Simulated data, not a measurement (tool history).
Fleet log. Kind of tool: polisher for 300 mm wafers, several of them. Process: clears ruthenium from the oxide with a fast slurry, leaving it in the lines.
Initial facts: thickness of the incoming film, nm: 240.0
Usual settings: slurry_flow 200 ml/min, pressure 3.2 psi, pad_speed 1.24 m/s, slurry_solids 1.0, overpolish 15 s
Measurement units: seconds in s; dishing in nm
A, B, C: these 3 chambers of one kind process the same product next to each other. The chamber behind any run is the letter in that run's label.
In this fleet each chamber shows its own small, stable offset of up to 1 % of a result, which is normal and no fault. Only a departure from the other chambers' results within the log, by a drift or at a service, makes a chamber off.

Run 1C, hour 8.6: usual settings. Result: seconds 43.027 s, dishing 63.360 nm.
Run 2B, hour 13.5: usual settings. Result: seconds 44.370 s, dishing 63.288 nm.
At hour 14.4: chamber B: slurry blender recalibrated.
Run 3A, hour 19.6: usual settings. Result: seconds 43.567 s, dishing 64.652 nm.
At hour 24.7: chamber B: worn pad replaced by a new one.
At hour 25.6: chamber C: worn pad replaced by a new one.
Run 4A, hour 28.1: usual settings. Result: seconds 43.239 s, dishing 63.889 nm.
At hour 32.9: chamber A: worn pad replaced by a new one.
Run 5B, hour 34.9: usual settings. Result: seconds 42.548 s, dishing 64.157 nm.
Run 6C, hour 43.1: usual settings but slurry_solids 0.9. Result: seconds 44.431 s, dishing 60.948 nm.
Run 7B, hour 50.0: usual settings but slurry_solids 0.9. Result: seconds 45.366 s, dishing 61.102 nm.
Run 8A, hour 58.9: usual settings but slurry_solids 0.9. Result: seconds 45.295 s, dishing 60.920 nm.
Run 9C, hour 66.7: usual settings. Result: seconds 43.920 s, dishing 63.502 nm.
Run 10A, hour 72.4: usual settings. Result: seconds 43.330 s, dishing 64.903 nm.
At hour 74.3: chamber C: worn pad replaced by a new one.
Run 11B, hour 76.4: usual settings. Result: seconds 43.428 s, dishing 63.668 nm.
Run 12C, hour 82.5: usual settings. Result: seconds 44.271 s, dishing 63.280 nm.
Run 13B, hour 86.5: usual settings. Result: seconds 44.347 s, dishing 65.166 nm.
At hour 87.2: chamber A: slurry blender recalibrated.
At hour 92.2: chamber A: worn pad replaced by a new one.
Run 14C, hour 92.5: usual settings. Result: seconds 43.141 s, dishing 63.513 nm.
At hour 93.9: chamber B: worn pad replaced by a new one.
Run 15A, hour 97.3: usual settings. Result: seconds 42.505 s, dishing 65.517 nm.
Run 16C, hour 102.9: usual settings. Result: seconds 43.858 s, dishing 62.545 nm.
Run 17A, hour 111.8: usual settings. Result: seconds 42.511 s, dishing 65.132 nm.
At hour 119.5: chamber C: worn pad replaced by a new one.
Run 18B, hour 120.0: usual settings. Result: seconds 43.019 s, dishing 63.828 nm.
Run 19B, hour 125.5: usual settings. Result: seconds 43.143 s, dishing 64.729 nm.
Run 20A, hour 134.0: usual settings. Result: seconds 44.333 s, dishing 63.497 nm.
At hour 137.4: chamber A: slurry nozzle cleaned.
At hour 140.4: chamber A: worn pad replaced by a new one.
Run 21C, hour 141.4: usual settings. Result: seconds 44.641 s, dishing 61.141 nm.
Run 22A, hour 145.7: usual settings. Result: seconds 43.694 s, dishing 63.489 nm.
Run 23B, hour 152.0: usual settings. Result: seconds 44.684 s, dishing 64.210 nm.
Run 24C, hour 158.5: usual settings. Result: seconds 45.754 s, dishing 61.098 nm.
At hour 166.5: chamber B: worn pad replaced by a new one.
Run 25B, hour 167.1: usual settings. Result: seconds 42.459 s, dishing 64.023 nm.
At hour 167.2: chamber C: worn pad replaced by a new one.
Run 26A, hour 174.5: usual settings. Result: seconds 43.603 s, dishing 63.920 nm.
Run 27C, hour 178.5: usual settings. Result: seconds 46.602 s, dishing 59.498 nm.
At hour 182.2: chamber A: head pressure recalibrated.
At hour 185.7: chamber A: worn pad replaced by a new one.
Run 28A, hour 186.6: usual settings. Result: seconds 43.147 s, dishing 64.766 nm.
Run 29B, hour 195.1: usual settings. Result: seconds 43.530 s, dishing 63.495 nm.
Run 30C, hour 200.9: usual settings. Result: seconds 46.909 s, dishing 58.792 nm.
Run 31B, hour 207.1: usual settings. Result: seconds 43.320 s, dishing 65.383 nm.
Run 32C, hour 212.0: usual settings. Result: seconds 48.686 s, dishing 58.512 nm.
Run 33A, hour 220.3: usual settings. Result: seconds 44.139 s, dishing 63.226 nm.
Run 34A, hour 225.2: usual settings. Result: seconds 43.768 s, dishing 63.502 nm.
At hour 226.4: chamber C: worn pad replaced by a new one.
At hour 231.3: chamber B: slurry nozzle cleaned.
At hour 234.0: chamber A: worn pad replaced by a new one.
Run 35B, hour 234.0: usual settings. Result: seconds 43.888 s, dishing 63.543 nm.
At hour 236.3: chamber B: worn pad replaced by a new one.
Run 36C, hour 238.0: usual settings. Result: seconds 48.048 s, dishing 57.004 nm.
At hour 240.1: chamber B: slurry blender recalibrated.
Run 37A, hour 245.9: usual settings. Result: seconds 43.152 s, dishing 63.337 nm.
Run 38C, hour 252.9: usual settings. Result: seconds 49.298 s, dishing 56.678 nm.
Run 39B, hour 257.8: usual settings. Result: seconds 42.527 s, dishing 62.937 nm.
Run 40C, hour 263.2: usual settings. Result: seconds 49.135 s, dishing 56.852 nm.

Is one chamber out of step, is the gauge drifting, or do the chambers differ by no more than their own small offsets? For an off chamber, give its letter and the likeliest cause.

One chamber, C, drifts off from the rest bit by bit.
What lies behind it: abrasive missing from the slurry, % = 27.1.
The log may not tell that from: head's pressure below its setpoint, %.

Chamber C could run next with any of the 4 candidate recipes listed below; each alters the usual settings, and their results appear as question marks. Which one brings its results back in line with what the other chambers deliver on the usual settings?
Allowed miss from the other chambers' usual-settings mean, per result, to count as in line: seconds 2.100 s; dishing 2.500 nm
Run 41C-1, hour 269.7: usual settings but pressure 3.1 psi, pad_speed 1.20 m/s. Result: seconds ?, dishing ?.
Run 41C-2, hour 269.7: usual settings but pressure 3.0 psi, pad_speed 1.16 m/s, slurry_solids 0.95. Result: seconds ?, dishing ?.
Run 41C-3, hour 269.7: usual settings but pressure 3.3 psi, pad_speed 1.28 m/s. Result: seconds ?, dishing ?.
Run 41C-4, hour 269.7: usual settings but pressure 3.4 psi, pad_speed 1.32 m/s, slurry_solids 1.05. Result: seconds ?, dishing ?.

Mean of the other chambers on the usual settings: seconds 43.260 s; dishing 64.165 nm
  run  seconds  dishing
41C-1   53.669   53.127
41C-2   59.025   48.882
41C-3   47.175   59.369
41C-4   43.246   63.904
41C-4 brings the chamber back in line.
